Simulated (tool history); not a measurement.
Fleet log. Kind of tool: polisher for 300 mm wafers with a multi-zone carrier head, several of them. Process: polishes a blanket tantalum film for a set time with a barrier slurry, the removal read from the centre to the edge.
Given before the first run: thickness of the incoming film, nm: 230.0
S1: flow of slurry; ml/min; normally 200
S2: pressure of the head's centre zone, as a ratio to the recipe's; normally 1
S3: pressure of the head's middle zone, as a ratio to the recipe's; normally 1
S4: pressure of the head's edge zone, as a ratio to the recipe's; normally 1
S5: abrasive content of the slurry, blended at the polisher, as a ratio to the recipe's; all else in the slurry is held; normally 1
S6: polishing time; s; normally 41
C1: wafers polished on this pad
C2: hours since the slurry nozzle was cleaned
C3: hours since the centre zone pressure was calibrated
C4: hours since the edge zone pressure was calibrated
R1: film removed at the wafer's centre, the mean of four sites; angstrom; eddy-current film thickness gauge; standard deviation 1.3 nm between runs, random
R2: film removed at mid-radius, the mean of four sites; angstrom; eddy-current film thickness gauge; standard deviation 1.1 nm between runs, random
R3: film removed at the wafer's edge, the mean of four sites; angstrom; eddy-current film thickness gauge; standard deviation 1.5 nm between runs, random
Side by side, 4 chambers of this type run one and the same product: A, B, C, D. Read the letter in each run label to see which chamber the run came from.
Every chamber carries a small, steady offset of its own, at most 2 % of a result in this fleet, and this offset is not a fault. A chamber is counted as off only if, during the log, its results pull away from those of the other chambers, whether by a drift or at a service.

run 1C hour=8.6 | S1=200 S2=1 S3=1 S4=1 S5=1 S6=41 | C1=648 C2=42.7 C3=128.7 C4=517 | R1=1002.1 R2=985.56 R3=996.99
run 2A hour=13.1 | S1=200 S2=1 S3=1 S4=1 S5=1 S6=41 | C1=631 C2=30.8 C3=718.6 C4=26.1 | R1=949.12 R2=1011.4 R3=987.96
-- hour=15.8 chamber A: worn pad replaced by a new one
run 3D hour=22.4 | S1=200 S2=1 S3=1 S4=1 S5=1 S6=41 | C1=501 C2=143.1 C3=657.2 C4=455 | R1=985.81 R2=988.81 R3=964.49
run 4B hour=31.9 | S1=200 S2=1 S3=1 S4=1 S5=1 S6=41 | C1=700 C2=228.2 C3=93.1 C4=395.5 | R1=964.59 R2=967.64 R3=1007
-- hour=36.2 chamber D: worn pad replaced by a new one
run 5D hour=38.7 | S1=200 S2=1 S3=1 S4=1 S5=1 S6=41 | C1=32 C2=159.4 C3=673.5 C4=471.3 | R1=1000.6 R2=981.53 R3=976.53
run 6B hour=48.3 | S1=200 S2=1 S3=1 S4=1 S5=1 S6=41 | C1=906 C2=244.6 C3=109.5 C4=411.9 | R1=981.66 R2=958.58 R3=985.34
run 7C hour=56.9 | S1=200 S2=1.09 S3=1 S4=1 S5=1 S6=41 | C1=1253 C2=91 C3=177 C4=565.3 | R1=1085.2 R2=981.11 R3=958.95
-- hour=63.9 chamber A: worn pad replaced by a new one
run 8A hour=66.6 | S1=200 S2=1.09 S3=1 S4=1 S5=1 S6=41 | C1=33 C2=84.3 C3=772.1 C4=79.6 | R1=1078.5 R2=989.51 R3=970.05
run 9B hour=75.3 | S1=200 S2=1.09 S3=1 S4=1 S5=1 S6=41 | C1=1245 C2=271.6 C3=136.5 C4=438.9 | R1=1102 R2=968.99 R3=965.54
-- hour=79.8 chamber B: worn pad replaced by a new one
run 10A hour=84.3 | S1=200 S2=1.09 S3=1 S4=1 S5=1 S6=41 | C1=255 C2=102 C3=789.8 C4=97.3 | R1=1069.5 R2=994.97 R3=972.17
-- hour=84.8 chamber D: worn pad replaced by a new one
run 11C hour=92 | S1=200 S2=1 S3=1 S4=1 S5=1 S6=41 | C1=1694 C2=126.1 C3=212.1 C4=600.4 | R1=981.4 R2=923.86 R3=964.66
run 12D hour=97.7 | S1=200 S2=1 S3=1 S4=1 S5=1 S6=41 | C1=161 C2=218.4 C3=732.5 C4=530.3 | R1=985.86 R2=993.72 R3=1000.1
run 13B hour=103.3 | S1=200 S2=1 S3=1 S4=1 S5=1 S6=41 | C1=295 C2=299.6 C3=164.5 C4=466.9 | R1=999.32 R2=952.49 R3=966.4
run 14D hour=110 | S1=200 S2=1 S3=1 S4=1 S5=1 S6=41 | C1=316 C2=230.7 C3=744.8 C4=542.6 | R1=982.59 R2=986.72 R3=986.78
-- hour=112.6 chamber A: worn pad replaced by a new one
run 15A hour=114.5 | S1=200 S2=1 S3=1 S4=1 S5=1 S6=41 | C1=24 C2=132.2 C3=820 C4=127.5 | R1=1002.2 R2=993.61 R3=982.5
run 16C hour=119.8 | S1=200 S2=1 S3=1 S4=1 S5=1 S6=41 | C1=2042 C2=153.9 C3=239.9 C4=628.2 | R1=957.44 R2=959.1 R3=949.53
run 17B hour=126.4 | S1=200 S2=1 S3=1 S4=1 S5=1.25 S6=41 | C1=584 C2=322.7 C3=187.6 C4=490 | R1=1041.2 R2=1047.9 R3=1072.7
-- hour=132 chamber A: centre zone pressure recalibrated
run 18C hour=132.8 | S1=200 S2=1 S3=1 S4=1 S5=1.25 S6=41 | C1=2206 C2=166.9 C3=252.9 C4=641.2 | R1=1003 R2=985.39 R3=975.65
-- hour=135.2 chamber D: worn pad replaced by a new one
run 19D hour=142.3 | S1=200 S2=1 S3=1 S4=1 S5=1.25 S6=41 | C1=89 C2=263 C3=777.1 C4=574.9 | R1=1063.2 R2=1032.4 R3=1040.8
run 20A hour=148.7 | S1=200 S2=1 S3=1 S4=1 S5=1.25 S6=41 | C1=453 C2=166.4 C3=16.8 C4=161.7 | R1=1031.8 R2=1010.9 R3=1031.3
run 21C hour=157.2 | S1=200 S2=1 S3=1.11 S4=1 S5=1 S6=35 | C1=2512 C2=191.3 C3=277.3 C4=665.6 | R1=799.52 R2=866.34 R3=773.8
run 22A hour=161.9 | S1=200 S2=1 S3=1.11 S4=1 S5=1 S6=35 | C1=619 C2=179.6 C3=30 C4=174.9 | R1=828.37 R2=939.34 R3=824.1
-- hour=168.6 chamber A: worn pad replaced by a new one
run 23D hour=169.6 | S1=200 S2=1 S3=1.11 S4=1 S5=1 S6=35 | C1=431 C2=290.3 C3=804.4 C4=602.2 | R1=826.1 R2=915.84 R3=824.05
run 24B hour=174.4 | S1=200 S2=1 S3=1.11 S4=1 S5=1 S6=35 | C1=1186 C2=370.7 C3=235.6 C4=538 | R1=848.62 R2=919.15 R3=838.15
-- hour=174.6 chamber B: slurry nozzle cleaned
-- hour=178.7 chamber D: worn pad replaced by a new one
-- hour=180.2 chamber B: worn pad replaced by a new one
run 25D hour=182.6 | S1=200 S2=1 S3=1 S4=1 S5=1 S6=41 | C1=49 C2=303.3 C3=817.4 C4=615.2 | R1=995.21 R2=995.03 R3=955.99
run 26C hour=188.8 | S1=200 S2=1 S3=1 S4=1 S5=1 S6=41 | C1=2908 C2=222.9 C3=308.9 C4=697.2 | R1=912.93 R2=892.27 R3=886.44
run 27A hour=193.3 | S1=200 S2=1 S3=1 S4=1 S5=1 S6=41 | C1=310 C2=211 C3=61.4 C4=206.3 | R1=962.11 R2=975.35 R3=973.79
run 28B hour=199.5 | S1=170 S2=1 S3=0.95 S4=1 S5=1 S6=41 | C1=242 C2=25 C3=260.7 C4=563.1 | R1=965.35 R2=921.57 R3=943.06
run 29D hour=206.2 | S1=170 S2=1 S3=0.95 S4=1 S5=1 S6=41 | C1=345 C2=326.9 C3=841 C4=638.8 | R1=948.49 R2=919.4 R3=953.1
run 30B hour=213.6 | S1=170 S2=1 S3=0.95 S4=1 S5=1 S6=41 | C1=419 C2=39.1 C3=274.8 C4=577.2 | R1=961.4 R2=907.85 R3=971.72
-- hour=214.3 chamber A: worn pad replaced by a new one
run 31A hour=218.1 | S1=170 S2=1 S3=0.95 S4=1 S5=1 S6=41 | C1=48 C2=235.8 C3=86.2 C4=231.1 | R1=956.73 R2=899.69 R3=944.42
run 32C hour=226.9 | S1=200 S2=1 S3=1 S4=1 S5=1 S6=41 | C1=3386 C2=261 C3=347 C4=735.3 | R1=886.34 R2=884.31 R3=886.52
run 33C hour=236.1 | S1=200 S2=1 S3=1 S4=1 S5=1 S6=41 | C1=3501 C2=270.2 C3=356.2 C4=744.5 | R1=879.08 R2=878.27 R3=893.97
run 34A hour=244.3 | S1=200 S2=1 S3=1 S4=1 S5=1 S6=41 | C1=377 C2=262 C3=112.4 C4=257.3 | R1=953.28 R2=989.12 R3=985.25
run 35B hour=250 | S1=200 S2=1 S3=1 S4=1 S5=1 S6=41 | C1=876 C2=75.5 C3=311.2 C4=613.6 | R1=990.73 R2=969.97 R3=997.41

Each of the 4 chambers runs these same settings next. Fill in every chamber's results:
run 36A hour=257 | S1=200 S2=1 S3=1 S4=1 S5=1 S6=41 | R1=? R2=? R3=?
run 36B hour=257 | S1=200 S2=1 S3=1 S4=1 S5=1 S6=41 | R1=? R2=? R3=?
run 36C hour=257 | S1=200 S2=1 S3=1 S4=1 S5=1 S6=41 | R1=? R2=? R3=?
run 36D hour=257 | S1=200 S2=1 S3=1 S4=1 S5=1 S6=41 | R1=? R2=? R3=?

run=36A R1=987.43 R2=980.5 R3=971.99
run=36B R1=1009.2 R2=951.39 R3=985.96
run=36C R1=867.81 R2=868.55 R3=871.59
run=36D R1=983.6 R2=966.39 R3=972.89

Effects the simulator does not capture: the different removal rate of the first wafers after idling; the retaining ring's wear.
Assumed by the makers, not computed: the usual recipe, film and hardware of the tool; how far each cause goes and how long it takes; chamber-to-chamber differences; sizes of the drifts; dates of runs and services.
